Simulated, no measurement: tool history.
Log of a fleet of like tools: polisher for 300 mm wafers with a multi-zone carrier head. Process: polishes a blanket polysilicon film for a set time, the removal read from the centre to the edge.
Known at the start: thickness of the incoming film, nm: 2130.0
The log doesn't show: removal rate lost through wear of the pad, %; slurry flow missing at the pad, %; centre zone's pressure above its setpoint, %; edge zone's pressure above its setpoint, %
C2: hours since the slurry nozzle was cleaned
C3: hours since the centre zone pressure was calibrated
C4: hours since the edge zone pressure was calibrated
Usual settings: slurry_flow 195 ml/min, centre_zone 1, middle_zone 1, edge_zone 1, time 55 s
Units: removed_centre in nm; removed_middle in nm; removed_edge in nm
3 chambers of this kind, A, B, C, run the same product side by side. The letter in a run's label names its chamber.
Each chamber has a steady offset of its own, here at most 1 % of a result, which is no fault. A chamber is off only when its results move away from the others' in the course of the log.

{"run": "1C", "day": 0.129, "slurry_flow": 195, "centre_zone": 1, "middle_zone": 1, "edge_zone": 1, "time": 55, "wafers polished on this pad": 303, "C2": 808.2, "C3": 561.8, "C4": 740, "removed_centre": 631.58, "removed_middle": 612.39, "removed_edge": 616.56}
{"day": 0.171, "done": "chamber C: slurry nozzle cleaned"}
{"run": "2B", "day": 0.262, "slurry_flow": 195, "centre_zone": 1, "middle_zone": 1, "edge_zone": 1, "time": 55, "wafers polished on this pad": 901, "C2": 155.8, "C3": 263.3, "C4": 18.9, "removed_centre": 612.84, "removed_middle": 611.38, "removed_edge": 606.6}
{"day": 0.304, "done": "chamber B: worn pad replaced by a new one"}
{"run": "3A", "day": 0.392, "slurry_flow": 195, "centre_zone": 1, "middle_zone": 1, "edge_zone": 1, "time": 55, "wafers polished on this pad": 654, "C2": 127.4, "C3": 234.1, "C4": 1430.3, "removed_centre": 625.67, "removed_middle": 610.08, "removed_edge": 611.17}
{"run": "4C", "day": 0.479, "slurry_flow": 195, "centre_zone": 1, "middle_zone": 1, "edge_zone": 1, "time": 55, "wafers polished on this pad": 426, "C2": 7.4, "C3": 570.2, "C4": 748.4, "removed_centre": 627.29, "removed_middle": 612.42, "removed_edge": 612.81}
{"run": "5B", "day": 0.671, "slurry_flow": 195, "centre_zone": 1, "middle_zone": 1, "edge_zone": 1, "time": 55, "wafers polished on this pad": 130, "C2": 165.6, "C3": 273.1, "C4": 28.7, "removed_centre": 605.59, "removed_middle": 614.31, "removed_edge": 609.44}
{"day": 0.767, "done": "chamber A: worn pad replaced by a new one"}
{"run": "6A", "day": 0.783, "slurry_flow": 195, "centre_zone": 1, "middle_zone": 1, "edge_zone": 1, "time": 55, "wafers polished on this pad": 6, "C2": 136.8, "C3": 243.5, "C4": 1439.7, "removed_centre": 632.64, "removed_middle": 620.03, "removed_edge": 615.68}
{"run": "7C", "day": 0.933, "slurry_flow": 195, "centre_zone": 1, "middle_zone": 1, "edge_zone": 1, "time": 55, "wafers polished on this pad": 587, "C2": 18.3, "C3": 581.1, "C4": 759.3, "removed_centre": 611.81, "removed_middle": 612.96, "removed_edge": 610.11}
{"run": "8B", "day": 1.033, "slurry_flow": 195, "centre_zone": 1, "middle_zone": 1, "edge_zone": 1, "time": 55, "wafers polished on this pad": 259, "C2": 174.3, "C3": 281.8, "C4": 37.4, "removed_centre": 605.78, "removed_middle": 617.48, "removed_edge": 615.09}
{"run": "9A", "day": 1.154, "slurry_flow": 195, "centre_zone": 1, "middle_zone": 1, "edge_zone": 1, "time": 55, "wafers polished on this pad": 137, "C2": 145.7, "C3": 252.4, "C4": 1448.6, "removed_centre": 609.52, "removed_middle": 608.97, "removed_edge": 607.39}
{"run": "10C", "day": 1.329, "slurry_flow": 195, "centre_zone": 0.9, "middle_zone": 1, "edge_zone": 1, "time": 55, "wafers polished on this pad": 727, "C2": 27.8, "C3": 590.6, "C4": 768.8, "removed_centre": 548.79, "removed_middle": 612.41, "removed_edge": 618.4}
{"run": "11A", "day": 1.433, "slurry_flow": 195, "centre_zone": 0.9, "middle_zone": 1, "edge_zone": 1, "time": 55, "wafers polished on this pad": 236, "C2": 152.4, "C3": 259.1, "C4": 1455.3, "removed_centre": 543.94, "removed_middle": 615.8, "removed_edge": 605.63}
{"run": "12B", "day": 1.554, "slurry_flow": 195, "centre_zone": 0.9, "middle_zone": 1, "edge_zone": 1, "time": 55, "wafers polished on this pad": 443, "C2": 186.8, "C3": 294.3, "C4": 49.9, "removed_centre": 535.8, "removed_middle": 616.97, "removed_edge": 605.54}
{"run": "13B", "day": 1.646, "slurry_flow": 195, "centre_zone": 1, "middle_zone": 1, "edge_zone": 1, "time": 55, "wafers polished on this pad": 475, "C2": 189, "C3": 296.5, "C4": 52.1, "removed_centre": 613.76, "removed_middle": 622.68, "removed_edge": 608.1}
{"run": "14A", "day": 1.75, "slurry_flow": 195, "centre_zone": 1, "middle_zone": 1, "edge_zone": 1, "time": 55, "wafers polished on this pad": 348, "C2": 160, "C3": 266.7, "C4": 1462.9, "removed_centre": 616.45, "removed_middle": 616.22, "removed_edge": 617.07}
{"run": "15C", "day": 1.896, "slurry_flow": 195, "centre_zone": 1, "middle_zone": 1, "edge_zone": 1, "time": 55, "wafers polished on this pad": 927, "C2": 41.4, "C3": 604.2, "C4": 782.4, "removed_centre": 602.42, "removed_middle": 612.46, "removed_edge": 608.54}
{"run": "16B", "day": 2.062, "slurry_flow": 195, "centre_zone": 1, "middle_zone": 1, "edge_zone": 1, "time": 55, "wafers polished on this pad": 622, "C2": 199, "C3": 306.5, "C4": 62.1, "removed_centre": 609.91, "removed_middle": 612.59, "removed_edge": 608.4}
{"run": "17A", "day": 2.15, "slurry_flow": 195, "centre_zone": 1, "middle_zone": 1, "edge_zone": 1, "time": 55, "wafers polished on this pad": 489, "C2": 169.6, "C3": 276.3, "C4": 1472.5, "removed_centre": 608, "removed_middle": 615.23, "removed_edge": 612.49}
{"run": "18C", "day": 2.325, "slurry_flow": 195, "centre_zone": 1, "middle_zone": 1, "edge_zone": 1, "time": 55, "wafers polished on this pad": 1079, "C2": 51.7, "C3": 614.5, "C4": 792.7, "removed_centre": 619.42, "removed_middle": 614.09, "removed_edge": 618.83}
{"run": "19C", "day": 2.5, "slurry_flow": 195, "centre_zone": 1, "middle_zone": 1, "edge_zone": 1, "time": 55, "wafers polished on this pad": 1141, "C2": 55.9, "C3": 618.7, "C4": 796.9, "removed_centre": 612.9, "removed_middle": 608.1, "removed_edge": 608.98}
{"run": "20A", "day": 2.675, "slurry_flow": 195, "centre_zone": 1, "middle_zone": 1, "edge_zone": 1, "time": 55, "wafers polished on this pad": 675, "C2": 182.2, "C3": 288.9, "C4": 1485.1, "removed_centre": 615.16, "removed_middle": 613.35, "removed_edge": 611.07}
{"run": "21B", "day": 2.812, "slurry_flow": 195, "centre_zone": 1, "middle_zone": 1, "edge_zone": 1, "time": 55, "wafers polished on this pad": 887, "C2": 217, "C3": 324.5, "C4": 80.1, "removed_centre": 612.58, "removed_middle": 615.14, "removed_edge": 615.2}
{"day": 2.908, "done": "chamber B: worn pad replaced by a new one"}
{"day": 2.938, "done": "chamber C: worn pad replaced by a new one"}
{"run": "22C", "day": 2.996, "slurry_flow": 195, "centre_zone": 1, "middle_zone": 1, "edge_zone": 0.89, "time": 55, "wafers polished on this pad": 21, "C2": 67.8, "C3": 630.6, "C4": 808.8, "removed_centre": 611.93, "removed_middle": 612.17, "removed_edge": 578.19}
{"day": 3.0, "done": "chamber A: worn pad replaced by a new one"}
{"run": "23B", "day": 3.117, "slurry_flow": 195, "centre_zone": 1, "middle_zone": 1, "edge_zone": 0.89, "time": 55, "wafers polished on this pad": 74, "C2": 224.3, "C3": 331.8, "C4": 87.4, "removed_centre": 618.13, "removed_middle": 611.13, "removed_edge": 575.23}
{"run": "24A", "day": 3.254, "slurry_flow": 195, "centre_zone": 1, "middle_zone": 1, "edge_zone": 0.89, "time": 55, "wafers polished on this pad": 90, "C2": 196.1, "C3": 302.8, "C4": 1499, "removed_centre": 629.98, "removed_middle": 606.09, "removed_edge": 581.36}
{"run": "25A", "day": 3.429, "slurry_flow": 135, "centre_zone": 1, "middle_zone": 1, "edge_zone": 0.94, "time": 55, "wafers polished on this pad": 152, "C2": 200.3, "C3": 307, "C4": 1503.2, "removed_centre": 576.18, "removed_middle": 578.36, "removed_edge": 567.92}
{"day": 3.446, "done": "chamber B: slurry nozzle cleaned"}
{"run": "26C", "day": 3.554, "slurry_flow": 135, "centre_zone": 1, "middle_zone": 1, "edge_zone": 0.94, "time": 55, "wafers polished on this pad": 218, "C2": 81.2, "C3": 644, "C4": 822.2, "removed_centre": 582.08, "removed_middle": 580.39, "removed_edge": 569.85}
{"run": "27B", "day": 3.717, "slurry_flow": 135, "centre_zone": 1, "middle_zone": 1, "edge_zone": 0.94, "time": 55, "wafers polished on this pad": 286, "C2": 6.6, "C3": 346.2, "C4": 101.8, "removed_centre": 592.52, "removed_middle": 569.94, "removed_edge": 563.01}
{"run": "28B", "day": 3.829, "slurry_flow": 195, "centre_zone": 1, "middle_zone": 1, "edge_zone": 1, "time": 55, "wafers polished on this pad": 326, "C2": 9.3, "C3": 348.9, "C4": 104.5, "removed_centre": 624.56, "removed_middle": 616.19, "removed_edge": 617.45}
{"run": "29C", "day": 3.925, "slurry_flow": 195, "centre_zone": 1, "middle_zone": 1, "edge_zone": 1, "time": 55, "wafers polished on this pad": 350, "C2": 90.1, "C3": 652.9, "C4": 831.1, "removed_centre": 616.13, "removed_middle": 613.55, "removed_edge": 614.52}
{"run": "30A", "day": 4.062, "slurry_flow": 195, "centre_zone": 1, "middle_zone": 1, "edge_zone": 1, "time": 55, "wafers polished on this pad": 376, "C2": 215.5, "C3": 322.2, "C4": 1518.4, "removed_centre": 615.37, "removed_middle": 613.26, "removed_edge": 610.62}
{"run": "31C", "day": 4.221, "slurry_flow": 195, "centre_zone": 1, "middle_zone": 1, "edge_zone": 1, "time": 55, "wafers polished on this pad": 454, "C2": 97.2, "C3": 660, "C4": 838.2, "removed_centre": 618.62, "removed_middle": 612.88, "removed_edge": 610.53}
{"run": "32A", "day": 4.321, "slurry_flow": 195, "centre_zone": 1, "middle_zone": 1, "edge_zone": 1, "time": 55, "wafers polished on this pad": 467, "C2": 221.7, "C3": 328.4, "C4": 1524.6, "removed_centre": 621.2, "removed_middle": 604.51, "removed_edge": 607.44}
{"run": "33B", "day": 4.442, "slurry_flow": 195, "centre_zone": 1, "middle_zone": 1, "edge_zone": 1, "time": 55, "wafers polished on this pad": 543, "C2": 24, "C3": 363.6, "C4": 119.2, "removed_centre": 622.34, "removed_middle": 609.74, "removed_edge": 607.37}
{"run": "34B", "day": 4.592, "slurry_flow": 195, "centre_zone": 1, "middle_zone": 1, "edge_zone": 1, "time": 55, "wafers polished on this pad": 596, "C2": 27.6, "C3": 367.2, "C4": 122.8, "removed_centre": 638.2, "removed_middle": 619.67, "removed_edge": 599}
{"run": "35A", "day": 4.692, "slurry_flow": 195, "centre_zone": 1, "middle_zone": 1, "edge_zone": 1, "time": 55, "wafers polished on this pad": 598, "C2": 230.6, "C3": 337.3, "C4": 1533.5, "removed_centre": 628.38, "removed_middle": 622.09, "removed_edge": 609.29}
{"run": "36C", "day": 4.779, "slurry_flow": 195, "centre_zone": 1, "middle_zone": 1, "edge_zone": 1, "time": 55, "wafers polished on this pad": 651, "C2": 110.6, "C3": 673.4, "C4": 851.6, "removed_centre": 600.89, "removed_middle": 603.19, "removed_edge": 612.57}
{"day": 4.858, "done": "chamber A: worn pad replaced by a new one"}
{"run": "37C", "day": 4.958, "slurry_flow": 195, "centre_zone": 1, "middle_zone": 1, "edge_zone": 1, "time": 55, "wafers polished on this pad": 715, "C2": 114.9, "C3": 677.7, "C4": 855.9, "removed_centre": 618.56, "removed_middle": 617.52, "removed_edge": 618.18}
{"run": "38A", "day": 5.117, "slurry_flow": 195, "centre_zone": 1, "middle_zone": 1.05, "edge_zone": 1, "time": 43, "wafers polished on this pad": 91, "C2": 240.8, "C3": 347.5, "C4": 1543.7, "removed_centre": 480.69, "removed_middle": 504.46, "removed_edge": 475.14}
{"run": "39B", "day": 5.292, "slurry_flow": 195, "centre_zone": 1, "middle_zone": 1.05, "edge_zone": 1, "time": 43, "wafers polished on this pad": 843, "C2": 44.4, "C3": 384, "C4": 139.6, "removed_centre": 518.76, "removed_middle": 501.13, "removed_edge": 478.88}

Next, every chamber runs the same settings. What will each give?
{"run": "40A", "day": 5.429, "slurry_flow": 195, "centre_zone": 1, "middle_zone": 1, "edge_zone": 1, "time": 55, "removed_centre": "?", "removed_middle": "?", "removed_edge": "?"}
{"run": "40B", "day": 5.429, "slurry_flow": 195, "centre_zone": 1, "middle_zone": 1, "edge_zone": 1, "time": 55, "removed_centre": "?", "removed_middle": "?", "removed_edge": "?"}
{"run": "40C", "day": 5.429, "slurry_flow": 195, "centre_zone": 1, "middle_zone": 1, "edge_zone": 1, "time": 55, "removed_centre": "?", "removed_middle": "?", "removed_edge": "?"}

run=40A removed_centre=615.56 removed_middle=612.37 removed_edge=602.6
run=40B removed_centre=650.47 removed_middle=614.43 removed_edge=610.71
run=40C removed_centre=614.68 removed_middle=614 removed_edge=617.62
